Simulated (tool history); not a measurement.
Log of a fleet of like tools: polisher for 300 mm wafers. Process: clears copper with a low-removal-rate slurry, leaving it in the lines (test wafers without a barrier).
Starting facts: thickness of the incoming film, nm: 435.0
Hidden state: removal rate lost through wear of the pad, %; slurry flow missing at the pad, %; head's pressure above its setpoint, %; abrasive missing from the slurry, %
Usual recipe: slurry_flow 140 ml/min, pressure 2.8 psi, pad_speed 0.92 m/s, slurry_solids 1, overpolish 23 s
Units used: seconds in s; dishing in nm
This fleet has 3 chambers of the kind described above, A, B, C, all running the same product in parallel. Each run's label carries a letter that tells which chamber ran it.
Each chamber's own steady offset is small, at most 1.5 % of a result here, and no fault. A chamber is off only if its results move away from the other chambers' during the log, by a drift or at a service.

run	day	slurry_flow	pressure	pad_speed	slurry_solids	overpolish	wafers polished on this pad	hours since the slurry nozzle was cleaned	hours since the head pressure was calibrated	hours since the slurry blender was calibrated	seconds	dishing
1B	0.512	140	2.8	0.92	1	23	622	125.7	182.1	16.2	152.13	43.449
# day 0.775: chamber A: slurry blender recalibrated
2A	1.058	140	2.8	0.92	1	23	989	333.6	494.7	6.8	154.96	43.243
3C	1.504	140	2.8	0.92	1	23	500	332.1	507.6	394.5	149.52	44.738
# day 1.667: chamber C: worn pad replaced by a new one
4B	1.925	140	2.8	0.92	1	23	783	159.6	216	50.1	152.62	46.2
# day 2.146: chamber C: slurry blender recalibrated
5C	2.279	140	2.8	0.92	0.7	29	70	350.7	526.2	3.3	161.78	50.673
6A	2.646	140	2.8	0.92	0.7	29	1170	371.7	532.8	44.9	158.58	48.17
7C	3.175	140	2.8	0.92	0.7	29	172	372.2	547.7	24.8	168.03	50.561
# day 3.708: chamber B: worn pad replaced by a new one
8A	3.738	140	2.8	0.92	1	23	1294	397.9	559	71.1	155.26	42.221
9B	4.029	140	2.8	0.92	1	23	36	210.1	266.5	100.6	150.02	45.06
# day 4.283: chamber B: slurry blender recalibrated
# day 4.321: chamber A: slurry nozzle cleaned
# day 4.496: chamber A: slurry blender recalibrated
10A	4.562	180	2.8	0.64	1	23	1388	5.9	578.8	1.6	205.92	33.292
11B	5.021	180	2.8	0.64	1	23	149	233.9	290.3	17.8	208.62	33.365
# day 5.129: chamber A: worn pad replaced by a new one
12C	5.488	180	2.8	0.64	1	23	435	427.7	603.2	80.3	209.2	34.16
13B	5.754	140	2.8	0.92	1	23	233	251.5	307.9	35.4	148.69	45.441
14A	6.092	140	2.8	0.92	1	23	109	42.6	615.5	38.3	152.45	44.334
15C	6.442	140	3.5	0.74	1	23	544	450.6	626.1	103.2	147.65	44.464
# day 6.504: chamber C: worn pad replaced by a new one
16B	6.888	140	3.5	0.74	1	23	362	278.7	335.1	62.6	154.09	45.666
17C	7.346	140	3.5	0.74	1	23	95	472.3	647.8	124.9	149.28	45.258
18A	7.683	140	2.8	0.92	1	23	291	80.8	653.7	76.5	149.8	44.246
19B	8.058	140	3.6	0.92	1	33	496	306.8	363.2	90.7	119.39	73.245
# day 8.262: chamber A: slurry blender recalibrated
20A	8.462	140	3.6	0.92	1	33	380	99.5	672.4	4.9	113.07	72.856
# day 8.817: chamber B: slurry blender recalibrated
21C	8.838	140	3.6	0.92	1	33	266	508.1	683.6	160.7	115.87	78.951
# day 8.842: chamber B: slurry nozzle cleaned
22A	9.142	140	2.8	0.92	1	23	457	115.8	688.7	21.2	153.46	45.183
23B	9.662	140	2.8	0.92	1	23	678	19.8	401.7	20.3	155.03	45.425
24C	10.146	140	2.8	0.92	1	23	415	539.5	715	192.1	146.66	44.865
25C	10.442	140	2.8	0.92	1	23	448	546.6	722.1	199.2	149.43	45.362
26A	10.892	140	2.8	0.92	1	23	657	157.8	730.7	63.2	153.73	45.158
27B	11.354	140	2.8	0.92	1	23	871	60.4	442.3	60.9	151.11	43.351

Which is it: a chamber that has drifted or been left off by a service, a gauge drift common to all chambers, or only each chamber's usual small offset? If a chamber is off, name it and its likeliest cause.

The fleet is healthy, with each chamber sitting at its usual small offset and no drift in the gauge.
